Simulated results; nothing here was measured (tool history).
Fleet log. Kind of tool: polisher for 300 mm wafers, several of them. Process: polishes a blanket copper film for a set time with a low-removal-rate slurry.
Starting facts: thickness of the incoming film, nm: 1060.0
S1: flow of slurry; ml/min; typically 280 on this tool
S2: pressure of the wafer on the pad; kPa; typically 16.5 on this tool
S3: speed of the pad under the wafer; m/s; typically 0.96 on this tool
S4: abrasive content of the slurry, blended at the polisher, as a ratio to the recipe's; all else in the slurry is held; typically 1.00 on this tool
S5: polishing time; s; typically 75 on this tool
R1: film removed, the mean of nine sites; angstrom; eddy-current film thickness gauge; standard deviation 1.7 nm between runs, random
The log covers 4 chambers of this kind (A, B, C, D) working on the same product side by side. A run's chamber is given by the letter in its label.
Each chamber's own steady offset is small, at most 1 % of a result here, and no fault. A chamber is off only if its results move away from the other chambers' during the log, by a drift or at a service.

run   hour   S1    S2    S3    S4  S5      R1
 1A    5.3  280  16.5  0.96  1.00  75  2051.2
      13.3  -- chamber D: worn pad replaced by a new one
 2C   13.7  280  16.5  0.96  1.00  75  2017.4
 3B   23.9  280  16.5  0.96  1.00  75  2025.5
 4D   29.3  280  16.5  0.96  1.00  75  2017.1
 5C   37.5  280  16.5  0.96  1.00  75  2006.7
      39.4  -- chamber C: worn pad replaced by a new one
 6A   45.6  280  16.5  0.96  1.00  75  2004.1
 7D   53.0  280  16.5  0.96  1.00  75  2007.7
      57.4  -- chamber D: worn pad replaced by a new one
 8B   60.1  280  16.5  0.96  1.25  55  1559.8
      60.6  -- chamber A: worn pad replaced by a new one
 9D   65.2  280  16.5  0.96  1.25  55  1541.6
      73.9  -- chamber A: slurry blender recalibrated
      76.0  -- chamber B: worn pad replaced by a new one
10C   76.4  280  16.5  0.96  1.25  55  1525.1
      83.4  -- chamber C: head pressure recalibrated
11A   86.2  280  16.5  0.96  1.25  55  1547.5
12B   94.4  280  16.5  0.96  1.00  75  2012.8
13D  103.0  280  16.5  0.96  1.00  75  2004.1
14B  109.4  280  16.5  0.96  1.00  75  2029.4
     112.7  -- chamber D: worn pad replaced by a new one
15C  116.9  280  16.5  0.96  1.00  75  2032.9
16A  124.3  195  16.5  0.96  1.00  75  1919.2
17D  131.6  195  16.5  0.96  1.00  75  1927.9
18A  141.5  195  16.5  0.96  1.00  75  1940.7
     151.3  -- chamber C: worn pad replaced by a new one
19C  151.6  195  16.5  0.96  1.00  75  1944.3
     162.4  -- chamber D: slurry blender recalibrated
20B  162.6  280  16.5  0.96  1.00  75  2078.8
     163.1  -- chamber D: worn pad replaced by a new one
21A  172.2  280  16.5  0.96  1.00  75  2016.7
22B  180.4  280  16.5  0.96  1.00  75  2101.4
     182.8  -- chamber B: worn pad replaced by a new one
     187.0  -- chamber A: worn pad replaced by a new one
23C  189.7  280  16.5  0.96  1.00  75  2019.5
24D  195.5  280  16.5  0.96  1.00  75  2028.9
25A  201.1  280  16.5  0.96  1.00  75  2039.8
     207.1  -- chamber D: worn pad replaced by a new one
26D  209.5  280  16.5  0.96  1.00  75  2005.0
27C  214.8  280  16.5  0.96  1.00  75  2002.7
28B  225.0  280  16.5  0.96  1.00  75  2094.1
29D  235.0  280  16.5  0.96  1.00  75  2020.3
30C  245.0  280  16.5  1.18  0.85  75  2373.7
31A  255.2  280  16.5  1.18  0.85  75  2442.6

One chamber off, gauge drift, or nothing amiss beyond the chambers' own small offsets? If it is a chamber, which one, and what is the likeliest cause?

Chamber B drifts away from the others.
Likeliest cause: head's pressure above its setpoint, % = 7.33.

Chamber B could run next with any of the 4 candidate recipes listed below; each alters the usual settings, and their results appear as question marks. Which one brings its results back in line with what the other chambers deliver on the usual settings?
In-line tolerance around the mean of the other chambers on the usual settings: R1 58.0 angstrom
32B-1  263.4  280  16.5  0.90  1.00  75   ?
32B-2  263.4  280  16.5  0.96  1.00  80   ?
32B-3  263.4  280  15.9  0.92  1.00  72   ?
32B-4  263.4  280  17.2  1.00  1.00  78   ?

Average result of the remaining chambers running the usual settings: R1 2009.9 angstrom
  run      R1
32B-1  2009.7
32B-2  2286.5
32B-3  1891.1
32B-4  2417.6
With 32B-1, the chamber falls back in line with the rest.

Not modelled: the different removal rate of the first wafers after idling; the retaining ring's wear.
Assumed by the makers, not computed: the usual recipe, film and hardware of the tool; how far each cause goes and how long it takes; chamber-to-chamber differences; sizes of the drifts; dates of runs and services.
